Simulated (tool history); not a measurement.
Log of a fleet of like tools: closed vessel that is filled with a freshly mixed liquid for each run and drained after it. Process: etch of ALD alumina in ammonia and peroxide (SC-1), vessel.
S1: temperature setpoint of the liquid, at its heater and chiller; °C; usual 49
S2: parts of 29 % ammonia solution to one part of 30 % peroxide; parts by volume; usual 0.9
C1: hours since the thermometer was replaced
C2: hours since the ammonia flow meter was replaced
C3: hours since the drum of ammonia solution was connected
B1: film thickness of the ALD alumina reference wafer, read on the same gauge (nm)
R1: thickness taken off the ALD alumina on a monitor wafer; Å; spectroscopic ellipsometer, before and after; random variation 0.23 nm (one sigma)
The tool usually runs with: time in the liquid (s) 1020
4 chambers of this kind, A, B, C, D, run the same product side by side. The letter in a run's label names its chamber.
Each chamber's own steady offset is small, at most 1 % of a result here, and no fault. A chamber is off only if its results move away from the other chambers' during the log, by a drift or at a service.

run 1B hour=6.6 | S1=49 S2=0.9 time_in_the_liquid_(s)=1020 | C1=207.6 C2=370.5 C3=562.3 | B1=49.995 | R1=522.74
run 2A hour=16 | S1=49 S2=0.9 time_in_the_liquid_(s)=1020 | C1=1502.7 C2=525.3 C3=27 | B1=50.044 | R1=526.35
run 3D hour=21 | S1=49 S2=0.9 time_in_the_liquid_(s)=1020 | C1=487.1 C2=1108.6 C3=232.1 | B1=50.048 | R1=522.39
run 4C hour=27.7 | S1=49 S2=0.9 time_in_the_liquid_(s)=1020 | C1=318.1 C2=73.8 C3=127.9 | B1=49.97 | R1=520.98
run 5B hour=34 | S1=49 S2=0.9 time_in_the_liquid_(s)=1020 | C1=235 C2=397.9 C3=589.7 | B1=50.016 | R1=518.97
run 6C hour=43.7 | S1=49 S2=0.65 time_in_the_liquid_(s)=1320 | C1=334.1 C2=89.8 C3=143.9 | B1=49.95 | R1=657.64
-- hour=51.1 chamber B: new drum of ammonia solution connected
run 7A hour=51.3 | S1=49 S2=0.65 time_in_the_liquid_(s)=1320 | C1=1538 C2=560.6 C3=62.3 | B1=49.984 | R1=652.92
run 8D hour=60.7 | S1=49 S2=0.65 time_in_the_liquid_(s)=1320 | C1=526.8 C2=1148.3 C3=271.8 | B1=50.03 | R1=658.9
-- hour=64.9 chamber D: ammonia flow meter replaced
run 9C hour=69.6 | S1=49 S2=0.65 time_in_the_liquid_(s)=1320 | C1=360 C2=115.7 C3=169.8 | B1=49.978 | R1=661.04
run 10A hour=79.4 | S1=45 S2=0.9 time_in_the_liquid_(s)=1020 | C1=1566.1 C2=588.7 C3=90.4 | B1=50.005 | R1=422.55
run 11D hour=86.2 | S1=45 S2=0.9 time_in_the_liquid_(s)=1020 | C1=552.3 C2=21.3 C3=297.3 | B1=50.009 | R1=422.11
run 12B hour=96.2 | S1=45 S2=0.9 time_in_the_liquid_(s)=1020 | C1=297.2 C2=460.1 C3=45.1 | B1=49.969 | R1=416.24
run 13A hour=101.8 | S1=45 S2=0.9 time_in_the_liquid_(s)=1020 | C1=1588.5 C2=611.1 C3=112.8 | B1=50.018 | R1=415.67
run 14B hour=112 | S1=49 S2=0.9 time_in_the_liquid_(s)=1440 | C1=313 C2=475.9 C3=60.9 | B1=49.956 | R1=732.43
run 15D hour=118.6 | S1=49 S2=0.9 time_in_the_liquid_(s)=1440 | C1=584.7 C2=53.7 C3=329.7 | B1=50 | R1=752.64
run 16C hour=127.4 | S1=49 S2=0.9 time_in_the_liquid_(s)=1440 | C1=417.8 C2=173.5 C3=227.6 | B1=50.061 | R1=742.77
run 17A hour=133.3 | S1=49 S2=0.9 time_in_the_liquid_(s)=1440 | C1=1620 C2=642.6 C3=144.3 | B1=50.034 | R1=734.24
run 18C hour=137.8 | S1=49 S2=0.9 time_in_the_liquid_(s)=1020 | C1=428.2 C2=183.9 C3=238 | B1=49.983 | R1=528.75
run 19B hour=144.1 | S1=49 S2=0.9 time_in_the_liquid_(s)=1020 | C1=345.1 C2=508 C3=93 | B1=49.978 | R1=520.28
run 20D hour=149.5 | S1=49 S2=0.9 time_in_the_liquid_(s)=1020 | C1=615.6 C2=84.6 C3=360.6 | B1=50.017 | R1=538.97
run 21D hour=159.8 | S1=49 S2=0.9 time_in_the_liquid_(s)=1020 | C1=625.9 C2=94.9 C3=370.9 | B1=50.018 | R1=538.59
run 22C hour=169.5 | S1=49 S2=0.9 time_in_the_liquid_(s)=1020 | C1=459.9 C2=215.6 C3=269.7 | B1=49.999 | R1=524.5
-- hour=175.8 chamber D: new drum of ammonia solution connected
run 23B hour=175.9 | S1=49 S2=0.9 time_in_the_liquid_(s)=1020 | C1=376.9 C2=539.8 C3=124.8 | B1=49.989 | R1=520.54
run 24A hour=185.5 | S1=49 S2=0.9 time_in_the_liquid_(s)=1020 | C1=1672.2 C2=694.8 C3=196.5 | B1=50.022 | R1=523.85
run 25D hour=193.2 | S1=49 S2=0.9 time_in_the_liquid_(s)=1020 | C1=659.3 C2=128.3 C3=17.5 | B1=49.966 | R1=538.86
run 26A hour=202.5 | S1=49 S2=1.15 time_in_the_liquid_(s)=1380 | C1=1689.2 C2=711.8 C3=213.5 | B1=49.995 | R1=722.56
run 27C hour=211.7 | S1=49 S2=1.15 time_in_the_liquid_(s)=1380 | C1=502.1 C2=257.8 C3=311.9 | B1=50.034 | R1=732.9

Read the log: is a single chamber off, either drifting away or since a service, is the gauge that measures every chamber drifting, or is nothing wrong beyond small per-chamber offsets? Name any odd chamber and what most likely caused it.

One chamber, D, drifts off from the rest bit by bit.
Cause: liquid hotter than its thermometer reads (K) = 0.67.

Below are 4 candidate recipes for chamber D's next run, each the usual settings with a change, their results shown as question marks. Which of them brings D's results back in line with what the other chambers give on the usual settings?
In-line tolerance around the mean of the other chambers on the usual settings: R1 8 Å
run 28D-1 hour=219.2 | S1=49 S2=0.9 time_in_the_liquid_(s)=1010 | R1=?
run 28D-2 hour=219.2 | S1=49 S2=0.9 time_in_the_liquid_(s)=980 | R1=?
run 28D-3 hour=219.2 | S1=49 S2=0.9 time_in_the_liquid_(s)=1030 | R1=?
run 28D-4 hour=219.2 | S1=49 S2=0.9 time_in_the_liquid_(s)=1060 | R1=?

The mean the other chambers reach with the usual settings: R1 522.99 Å
run=28D-1 R1=537.79
run=28D-2 R1=521.81
run=28D-3 R1=548.43
run=28D-4 R1=564.41
28D-2 brings the chamber back in line.
